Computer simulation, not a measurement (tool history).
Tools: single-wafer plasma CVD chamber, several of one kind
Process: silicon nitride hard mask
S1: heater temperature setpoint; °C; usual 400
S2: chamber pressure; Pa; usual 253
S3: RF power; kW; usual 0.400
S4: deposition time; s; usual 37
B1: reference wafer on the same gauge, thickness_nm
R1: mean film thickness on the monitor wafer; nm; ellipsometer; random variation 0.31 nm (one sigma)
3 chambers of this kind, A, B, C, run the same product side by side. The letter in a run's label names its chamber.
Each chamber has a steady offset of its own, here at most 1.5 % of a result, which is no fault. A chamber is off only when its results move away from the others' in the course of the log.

run    day   S1   S2     S3  S4      B1      R1
 1B  0.117  400  253  0.400  37  61.023  53.435
 2C  0.242  400  253  0.400  37  61.060  53.968
 3A  0.404  400  253  0.400  37  60.901  53.956
 4A  0.492  400  253  0.400  37  60.952  54.243
 5B  0.642  400  253  0.400  37  61.103  53.222
 6C  0.779  400  253  0.400  37  61.056  53.854
 7A  0.896  400  309  0.435  37  61.016  60.492
 8B  0.996  400  309  0.435  37  61.068  59.595
 9C  1.088  400  309  0.435  37  60.996  59.582
10B  1.267  400  253  0.400  37  60.947  53.532
11A  1.429  400  253  0.400  37  60.962  54.350
12C  1.571  400  253  0.400  37  61.053  53.801
13C  1.742  400  253  0.400  37  60.993  54.113
14B  1.854  412  253  0.400  37  60.985  53.037
15A  1.996  412  253  0.400  37  61.012  54.155
16C  2.138  412  253  0.400  37  60.898  53.326
17A  2.312  400  281  0.400  37  61.077  55.857
18B  2.433  400  281  0.400  37  60.965  55.167
19A  2.554  400  281  0.400  37  60.922  56.004
     2.617  -- chamber C: capacitance manometer re-zeroed and calibrated
20C  2.717  400  253  0.400  37  61.035  53.613
21B  2.792  400  253  0.400  37  60.927  53.529
22B  2.954  400  253  0.400  37  60.978  53.206
23A  3.129  400  253  0.400  37  60.916  54.828
24C  3.208  400  253  0.400  37  60.930  53.550
25A  3.329  400  253  0.400  37  61.070  54.762
26C  3.417  400  253  0.400  37  61.016  53.261
27B  3.538  400  253  0.400  37  60.957  53.422
28B  3.662  390  253  0.400  37  60.990  53.273
29A  3.817  390  253  0.400  37  60.969  54.387
30C  3.904  390  253  0.400  37  61.005  54.431
31C  4.079  400  253  0.400  37  61.034  53.916

Is one chamber off against the others, does the gauge drift, or is nothing wrong? If a chamber is off, say which, and what the likeliest cause is.

No chamber stands off beyond its own small offset, and the gauge holds steady.

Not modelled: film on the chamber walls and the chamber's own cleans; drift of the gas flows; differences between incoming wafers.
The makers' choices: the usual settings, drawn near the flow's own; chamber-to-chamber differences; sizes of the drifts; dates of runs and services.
